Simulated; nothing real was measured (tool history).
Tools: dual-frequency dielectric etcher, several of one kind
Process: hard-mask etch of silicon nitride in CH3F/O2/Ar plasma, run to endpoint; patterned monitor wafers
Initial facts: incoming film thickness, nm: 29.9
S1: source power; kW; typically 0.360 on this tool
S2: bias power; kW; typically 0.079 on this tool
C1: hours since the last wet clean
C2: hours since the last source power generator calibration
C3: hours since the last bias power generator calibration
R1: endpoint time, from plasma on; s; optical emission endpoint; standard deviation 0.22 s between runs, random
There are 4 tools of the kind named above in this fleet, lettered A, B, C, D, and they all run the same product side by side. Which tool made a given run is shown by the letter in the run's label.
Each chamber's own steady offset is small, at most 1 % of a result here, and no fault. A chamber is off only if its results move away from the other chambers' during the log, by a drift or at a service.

run	day	S1	S2	C1	C2	C3	R1
1A	0.258	0.360	0.079	274.0	1264.2	1343.3	43.610
2B	0.467	0.360	0.079	322.3	1572.4	561.1	43.226
3C	0.804	0.360	0.079	312.6	1120.9	1214.4	43.013
4D	1.142	0.360	0.079	516.6	2890.3	266.5	43.430
5A	1.450	0.360	0.079	302.6	1292.8	1371.9	43.531
6B	1.625	0.420	0.071	350.1	1600.2	588.9	42.997
7D	1.900	0.420	0.071	534.8	2908.5	284.7	42.798
8C	2.079	0.420	0.071	343.2	1151.5	1245.0	42.001
9D	2.375	0.420	0.071	546.2	2919.9	296.1	42.504
10C	2.675	0.360	0.079	357.5	1165.8	1259.3	42.841
11A	2.862	0.360	0.079	336.5	1326.7	1405.8	43.342
12B	3.046	0.360	0.079	384.2	1634.3	623.0	44.274
13D	3.200	0.360	0.079	566.0	2939.7	315.9	43.552
14B	3.538	0.360	0.079	396.0	1646.1	634.8	44.332
15A	3.858	0.360	0.079	360.4	1350.6	1429.7	43.839
16C	4.092	0.360	0.079	391.5	1199.8	1293.3	43.213
# day 4.196: chamber A: bias power generator calibrated
17C	4.446	0.360	0.079	400.0	1208.3	1301.8	42.703
18A	4.712	0.360	0.079	380.9	1371.1	12.4	43.256
19D	4.921	0.360	0.079	607.3	2981.0	357.2	43.793
20B	5.229	0.360	0.079	436.6	1686.7	675.4	44.763
21D	5.421	0.360	0.079	619.3	2993.0	369.2	43.403
22B	5.688	0.360	0.079	447.6	1697.7	686.4	44.934
23C	5.950	0.360	0.079	436.1	1244.4	1337.9	42.791
24A	6.221	0.420	0.079	417.1	1407.3	48.6	41.314

Is one chamber out of step, is the gauge drifting, or do the chambers differ by no more than their own small offsets? For an off chamber, give its letter and the likeliest cause.

One chamber, B, drifts off from the rest bit by bit.
Cause: etch rate under this chamber's usual, % = 3.78.

Chamber B could run next with any of the 4 candidate recipes listed below; each alters the usual settings, and their results appear as question marks. Which one brings its results back in line with what the other chambers deliver on the usual settings?
In line here means within this much of the mean the other chambers give on the usual settings: R1 0.770 s
25B-1	6.471	0.340	0.074				?
25B-2	6.471	0.350	0.079				?
25B-3	6.471	0.360	0.081				?
25B-4	6.471	0.380	0.084				?

The other chambers' mean on the usual settings: R1 43.363 s
run	R1
25B-1	47.403
25B-2	45.820
25B-3	44.938
25B-4	43.471
25B-4 brings the chamber back in line.
